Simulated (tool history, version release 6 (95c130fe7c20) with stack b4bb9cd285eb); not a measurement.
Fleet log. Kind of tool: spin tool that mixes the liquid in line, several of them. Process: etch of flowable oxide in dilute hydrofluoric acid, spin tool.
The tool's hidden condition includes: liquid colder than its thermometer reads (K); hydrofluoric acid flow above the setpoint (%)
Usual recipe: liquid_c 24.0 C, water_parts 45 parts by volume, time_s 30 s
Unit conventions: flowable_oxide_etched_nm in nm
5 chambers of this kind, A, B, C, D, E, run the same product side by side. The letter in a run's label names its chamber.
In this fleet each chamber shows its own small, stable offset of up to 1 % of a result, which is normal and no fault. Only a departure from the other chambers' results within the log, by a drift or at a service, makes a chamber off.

| run | hour | liquid_c | water_parts | time_s | hours since the thermometer was replaced | hours since the hydrofluoric acid flow meter was replaced | read-back film thickness of the flowable oxide reference wafer, read on the same gauge (nm) | flowable_oxide_etched_nm |
|---|---|---|---|---|---|---|---|---|
| 1A | 6.1 | 24.0 | 45 | 30 | 272.4 | 1009.6 | 69.956 | 20.923 |
| 2E | 9.7 | 24.0 | 45 | 30 | 414.6 | 262.8 | 69.997 | 21.178 |
| 3D | 16.3 | 24.0 | 45 | 30 | 758.7 | 1146.8 | 69.982 | 21.111 |
| 4C | 21.6 | 24.0 | 45 | 30 | 1382.4 | 604.5 | 69.990 | 21.239 |
| 5B | 28.1 | 24.0 | 45 | 30 | 1078.8 | 320.8 | 69.995 | 21.280 |
| 6D | 32.9 | 24.0 | 45 | 30 | 775.3 | 1163.4 | 70.007 | 20.919 |
| 7E | 36.6 | 24.0 | 35 | 20 | 441.5 | 289.7 | 69.971 | 18.217 |
| 8C | 41.9 | 24.0 | 35 | 20 | 1402.7 | 624.8 | 69.976 | 18.167 |
| 9B | 48.8 | 24.0 | 35 | 20 | 1099.5 | 341.5 | 69.984 | 18.508 |
| 10A | 55.9 | 24.0 | 35 | 20 | 322.2 | 1059.4 | 70.019 | 18.609 |
| 11D | 62.5 | 24.0 | 35 | 20 | 804.9 | 1193.0 | 69.981 | 18.007 |
| 12A | 67.9 | 24.0 | 45 | 30 | 334.2 | 1071.4 | 70.010 | 21.485 |
| 13B | 74.6 | 24.0 | 45 | 30 | 1125.3 | 367.3 | 69.958 | 21.339 |
| 14E | 82.6 | 24.0 | 45 | 30 | 487.5 | 335.7 | 70.025 | 20.921 |
| 15C | 87.2 | 24.0 | 45 | 30 | 1448.0 | 670.1 | 70.007 | 21.233 |
| 16B | 93.0 | 28.5 | 45 | 30 | 1143.7 | 385.7 | 69.966 | 25.314 |
| 17E | 97.2 | 28.5 | 45 | 30 | 502.1 | 350.3 | 69.988 | 25.118 |
| 18A | 104.8 | 28.5 | 45 | 30 | 371.1 | 1108.3 | 69.982 | 25.917 |
| 19D | 109.8 | 28.5 | 45 | 30 | 852.2 | 1240.3 | 69.955 | 25.045 |
| 20C | 116.0 | 28.5 | 45 | 30 | 1476.8 | 698.9 | 70.033 | 25.355 |
| 21D | 122.6 | 28.5 | 45 | 30 | 865.0 | 1253.1 | 70.011 | 24.725 |
| 22A | 126.5 | 28.5 | 45 | 30 | 392.8 | 1130.0 | 69.986 | 25.863 |
| 23C | 133.2 | 28.5 | 45 | 30 | 1494.0 | 716.1 | 70.011 | 25.547 |
| 24B | 138.2 | 28.5 | 45 | 30 | 1188.9 | 430.9 | 70.026 | 25.571 |
| 25E | 144.4 | 28.5 | 45 | 30 | 549.3 | 397.5 | 70.012 | 25.298 |
| 26A | 149.5 | 24.0 | 45 | 30 | 415.8 | 1153.0 | 70.037 | 21.960 |
| 27D | 156.9 | 24.0 | 45 | 30 | 899.3 | 1287.4 | 69.988 | 20.838 |
| 28C | 162.7 | 24.0 | 45 | 30 | 1523.5 | 745.6 | 69.973 | 21.085 |
| 29B | 168.1 | 24.0 | 45 | 30 | 1218.8 | 460.8 | 69.993 | 21.177 |
| 30E | 172.7 | 24.0 | 45 | 30 | 577.6 | 425.8 | 70.005 | 21.305 |
| 31C | 177.8 | 24.0 | 45 | 30 | 1538.6 | 760.7 | 70.048 | 21.021 |
| 32A | 183.6 | 24.0 | 45 | 30 | 449.9 | 1187.1 | 70.003 | 21.758 |
| 33B | 188.0 | 24.0 | 45 | 30 | 1238.7 | 480.7 | 69.997 | 21.630 |
| 34D | 191.8 | 24.0 | 45 | 30 | 934.2 | 1322.3 | 69.975 | 20.852 |
| 35E | 198.4 | 24.0 | 30 | 25 | 603.3 | 451.5 | 69.991 | 26.937 |
|  | 200.9 | chamber B: hydrofluoric acid flow meter replaced |
| 36B | 203.2 | 24.0 | 30 | 25 | 1253.9 | 2.4 | 69.984 | 27.385 |
| 37D | 207.5 | 24.0 | 30 | 25 | 949.9 | 1338.0 | 70.008 | 26.761 |
| 38E | 212.1 | 24.0 | 30 | 25 | 617.0 | 465.2 | 69.996 | 26.387 |
| 39C | 218.8 | 24.0 | 30 | 25 | 1579.6 | 801.7 | 69.988 | 26.699 |
| 40A | 223.5 | 24.0 | 45 | 30 | 489.8 | 1227.0 | 69.999 | 21.954 |
| 41A | 228.8 | 24.0 | 45 | 30 | 495.1 | 1232.3 | 69.999 | 22.170 |
|  | 233.4 | chamber D: thermometer replaced |
| 42D | 236.9 | 24.0 | 45 | 30 | 3.6 | 1367.4 | 69.983 | 20.998 |
| 43B | 243.8 | 24.0 | 45 | 30 | 1294.5 | 43.0 | 70.030 | 21.141 |
| 44E | 247.5 | 24.0 | 45 | 30 | 652.4 | 500.6 | 70.008 | 20.989 |

All chambers now run identical settings, listed one chamber a line with results as question marks. What results will each chamber show?
| 45A | 253.3 | 24.0 | 35 | 30 |  |  |  | ? |
| 45B | 253.3 | 24.0 | 35 | 30 |  |  |  | ? |
| 45C | 253.3 | 24.0 | 35 | 30 |  |  |  | ? |
| 45D | 253.3 | 24.0 | 35 | 30 |  |  |  | ? |
| 45E | 253.3 | 24.0 | 35 | 30 |  |  |  | ? |

| run | flowable_oxide_etched_nm |
|---|---|
| 45A | 29.391 |
| 45B | 28.082 |
| 45C | 27.494 |
| 45D | 27.284 |
| 45E | 27.381 |
